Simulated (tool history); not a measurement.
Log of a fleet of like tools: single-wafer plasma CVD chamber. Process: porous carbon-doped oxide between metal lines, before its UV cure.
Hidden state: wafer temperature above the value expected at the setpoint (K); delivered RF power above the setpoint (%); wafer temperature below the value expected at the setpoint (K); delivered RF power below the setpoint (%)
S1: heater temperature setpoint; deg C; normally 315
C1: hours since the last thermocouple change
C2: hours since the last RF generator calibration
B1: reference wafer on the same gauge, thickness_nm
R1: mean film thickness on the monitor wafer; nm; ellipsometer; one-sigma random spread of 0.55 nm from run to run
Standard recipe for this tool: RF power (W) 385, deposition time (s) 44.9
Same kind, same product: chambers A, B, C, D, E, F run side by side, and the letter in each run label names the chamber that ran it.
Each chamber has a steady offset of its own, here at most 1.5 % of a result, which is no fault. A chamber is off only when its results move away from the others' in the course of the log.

Run 1A, day 0.500: usual settings; C1 1234.6; C2 359.1; B1 205.92. Result: R1 183.35 nm.
Run 2D, day 0.908: usual settings; C1 1886.2; C2 811.0; B1 206.03. Result: R1 181.28 nm.
Run 3B, day 1.262: usual settings; C1 2058.2; C2 1230.2; B1 206.19. Result: R1 184.74 nm.
Run 4E, day 1.538: usual settings; C1 730.4; C2 588.5; B1 206.09. Result: R1 182.98 nm.
Run 5C, day 2.133: usual settings; C1 520.1; C2 1083.1; B1 206.11. Result: R1 181.28 nm.
Run 6F, day 2.675: usual settings; C1 1286.2; C2 1101.5; B1 205.92. Result: R1 183.74 nm.
Run 7F, day 3.042: usual settings; C1 1295.0; C2 1110.3; B1 206.04. Result: R1 182.81 nm.
Run 8A, day 3.571: usual settings; C1 1308.3; C2 432.8; B1 205.97. Result: R1 182.28 nm.
Run 9B, day 3.896: usual settings; C1 2121.4; C2 1293.4; B1 205.91. Result: R1 184.49 nm.
Run 10D, day 4.208: usual settings; C1 1965.4; C2 890.2; B1 206.00. Result: R1 181.42 nm.
Run 11E, day 4.504: usual settings; C1 801.6; C2 659.7; B1 205.98. Result: R1 182.39 nm.
Run 12C, day 4.817: usual settings; C1 584.5; C2 1147.5; B1 206.08. Result: R1 182.96 nm.
Run 13D, day 5.088: usual settings; C1 1986.5; C2 911.3; B1 205.89. Result: R1 181.61 nm.
Run 14E, day 5.396: usual settings but RF power (W) 420; C1 823.0; C2 681.1; B1 206.03. Result: R1 197.22 nm.
At day 5.400: chamber E: RF generator calibrated.
Run 15B, day 5.950: usual settings but RF power (W) 420; C1 2170.7; C2 1342.7; B1 206.03. Result: R1 197.21 nm.
Run 16F, day 6.562: usual settings but RF power (W) 420; C1 1379.5; C2 1194.8; B1 206.24. Result: R1 195.98 nm.
Run 17C, day 6.942: usual settings but RF power (W) 420; C1 635.5; C2 1198.5; B1 206.02. Result: R1 194.33 nm.
Run 18A, day 7.417: usual settings but RF power (W) 420; C1 1400.6; C2 525.1; B1 206.06. Result: R1 195.33 nm.
Run 19A, day 7.729: usual settings but RF power (W) 420; C1 1408.1; C2 532.6; B1 206.04. Result: R1 196.42 nm.
Run 20C, day 8.067: usual settings; C1 662.5; C2 1225.5; B1 205.99. Result: R1 183.49 nm.
Run 21D, day 8.362: usual settings; C1 2065.1; C2 989.9; B1 206.06. Result: R1 182.01 nm.
At day 8.662: chamber A: thermocouple changed; heater temperature recalibrated.
Run 22F, day 8.771: usual settings; C1 1432.5; C2 1247.8; B1 205.86. Result: R1 182.23 nm.
Run 23B, day 9.338: usual settings; C1 2252.0; C2 1424.0; B1 206.04. Result: R1 184.50 nm.
Run 24E, day 9.800: usual settings; C1 928.7; C2 105.6; B1 206.04. Result: R1 183.04 nm.
At day 10.004: chamber B: thermocouple changed; heater temperature recalibrated.
Run 25F, day 10.071: usual settings; C1 1463.7; C2 1279.0; B1 205.83. Result: R1 182.93 nm.
Run 26C, day 10.467: usual settings; C1 720.1; C2 1283.1; B1 205.97. Result: R1 182.99 nm.
Run 27E, day 11.079: usual settings; C1 959.4; C2 136.3; B1 205.91. Result: R1 183.66 nm.
At day 11.162: chamber C: RF generator calibrated.
Run 28B, day 11.617: usual settings but S1 306 deg C, RF power (W) 345; C1 38.8; C2 1478.7; B1 205.89. Result: R1 180.91 nm.
Run 29A, day 11.988: usual settings but S1 306 deg C, RF power (W) 345; C1 79.9; C2 634.8; B1 205.85. Result: R1 176.27 nm.
Run 30D, day 12.275: usual settings but S1 306 deg C, RF power (W) 345; C1 2159.0; C2 1083.8; B1 206.01. Result: R1 173.43 nm.
Run 31C, day 12.875: usual settings but S1 306 deg C, RF power (W) 345; C1 777.9; C2 41.2; B1 206.18. Result: R1 175.27 nm.
Run 32B, day 13.200: usual settings but S1 306 deg C, RF power (W) 345; C1 76.8; C2 1516.7; B1 205.86. Result: R1 182.18 nm.
Run 33F, day 13.488: usual settings but S1 306 deg C, RF power (W) 345; C1 1545.7; C2 1361.0; B1 205.91. Result: R1 175.80 nm.
Run 34D, day 14.071: usual settings but S1 301 deg C; C1 2202.1; C2 1126.9; B1 205.92. Result: R1 195.12 nm.
Run 35A, day 14.679: usual settings but S1 301 deg C; C1 144.5; C2 699.4; B1 206.10. Result: R1 196.64 nm.
Run 36E, day 15.096: usual settings but S1 301 deg C; C1 1055.8; C2 232.7; B1 205.99. Result: R1 198.11 nm.
Run 37B, day 15.425: usual settings but S1 301 deg C; C1 130.2; C2 1570.1; B1 205.98. Result: R1 203.57 nm.
Run 38F, day 15.967: usual settings but S1 301 deg C; C1 1605.2; C2 1420.5; B1 206.04. Result: R1 196.77 nm.
Run 39C, day 16.367: usual settings but S1 301 deg C; C1 861.7; C2 125.0; B1 205.97. Result: R1 196.51 nm.
Run 40A, day 16.938: usual settings; C1 198.7; C2 753.6; B1 206.14. Result: R1 182.83 nm.
Run 41E, day 17.521: usual settings; C1 1114.0; C2 290.9; B1 206.19. Result: R1 183.01 nm.
Run 42D, day 17.792: usual settings but RF power (W) 320, deposition time (s) 51.9; C1 2291.4; C2 1216.2; B1 206.00. Result: R1 180.15 nm.

All 6 chambers run these settings next. Forecast each chamber's results:
Run 43A, day 18.229: usual settings but S1 304 deg C. Result: R1 ?.
Run 43B, day 18.229: usual settings but S1 304 deg C. Result: R1 ?.
Run 43C, day 18.229: usual settings but S1 304 deg C. Result: R1 ?.
Run 43D, day 18.229: usual settings but S1 304 deg C. Result: R1 ?.
Run 43E, day 18.229: usual settings but S1 304 deg C. Result: R1 ?.
Run 43F, day 18.229: usual settings but S1 304 deg C. Result: R1 ?.

run      R1
43A  193.92
43B  200.22
43C  194.40
43D  192.45
43E  193.76
43F  192.79
